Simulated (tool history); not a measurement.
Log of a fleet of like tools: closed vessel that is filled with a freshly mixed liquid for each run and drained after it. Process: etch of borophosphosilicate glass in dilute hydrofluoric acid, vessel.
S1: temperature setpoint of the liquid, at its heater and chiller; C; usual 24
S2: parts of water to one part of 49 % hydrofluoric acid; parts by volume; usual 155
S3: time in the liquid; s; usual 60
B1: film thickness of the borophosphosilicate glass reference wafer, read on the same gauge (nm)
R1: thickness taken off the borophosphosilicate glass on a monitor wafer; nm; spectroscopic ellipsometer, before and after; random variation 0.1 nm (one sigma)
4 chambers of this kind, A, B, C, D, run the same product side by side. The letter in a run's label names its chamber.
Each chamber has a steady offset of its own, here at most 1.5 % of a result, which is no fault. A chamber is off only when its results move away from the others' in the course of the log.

run,day,S1,S2,S3,B1,R1
1D,0.546,24,155,60,90.001,16.468
2B,0.854,24,155,60,90.001,16.083
3A,1.225,24,155,60,90.021,16.326
4C,1.604,24,155,60,89.995,16.147
5C,1.908,24,155,60,89.994,16.32
6D,2.2,24,155,60,90.007,16.457
7B,2.704,24,155,60,90.039,16.272
8A,3.179,24,155,60,89.99,16.294
9B,3.471,22,155,70,90.021,17.45
10A,3.862,22,155,70,89.989,17.39
# day 3.875: chamber A: thermometer replaced
11D,4.246,22,155,70,90.006,17.641
12C,4.508,22,155,70,90.024,17.589
13A,4.942,24,155,60,90.002,16.054
14C,5.529,24,155,60,90.02,16.291
15B,5.804,24,155,60,89.991,16.281
16D,6.133,24,155,60,89.995,16.453
17A,6.658,24,220,60,90.006,10.509
18C,6.954,24,220,60,89.998,10.718
# day 7.229: chamber D: thermometer replaced
19B,7.479,24,220,60,90.027,10.653
20D,7.788,24,220,60,89.997,10.843
# day 8.154: chamber C: hydrofluoric acid flow meter replaced
21B,8.342,24,155,60,89.986,16.277
22D,8.796,24,90,95,90.015,48.214
23A,9.171,24,90,95,89.992,48
24C,9.588,24,90,95,90.003,49.973
25B,9.996,24,90,95,90.006,47.421
26D,10.538,24,155,60,89.989,16.603
27A,11.092,24,155,60,89.986,16.221
28C,11.392,24,155,60,90.018,17.149
29D,11.833,24,155,60,90.009,16.555
30A,12.158,24,155,60,89.997,16.187
31C,12.525,24,155,60,90.013,17.441
32B,12.788,24,155,60,89.987,16.299

Next, every chamber runs the same settings. What will each give?
33A,13.217,24,155,60,,?
33B,13.217,24,155,60,,?
33C,13.217,24,155,60,,?
33D,13.217,24,155,60,,?

run,R1
33A,16.129
33B,16.188
33C,17.414
33D,16.459
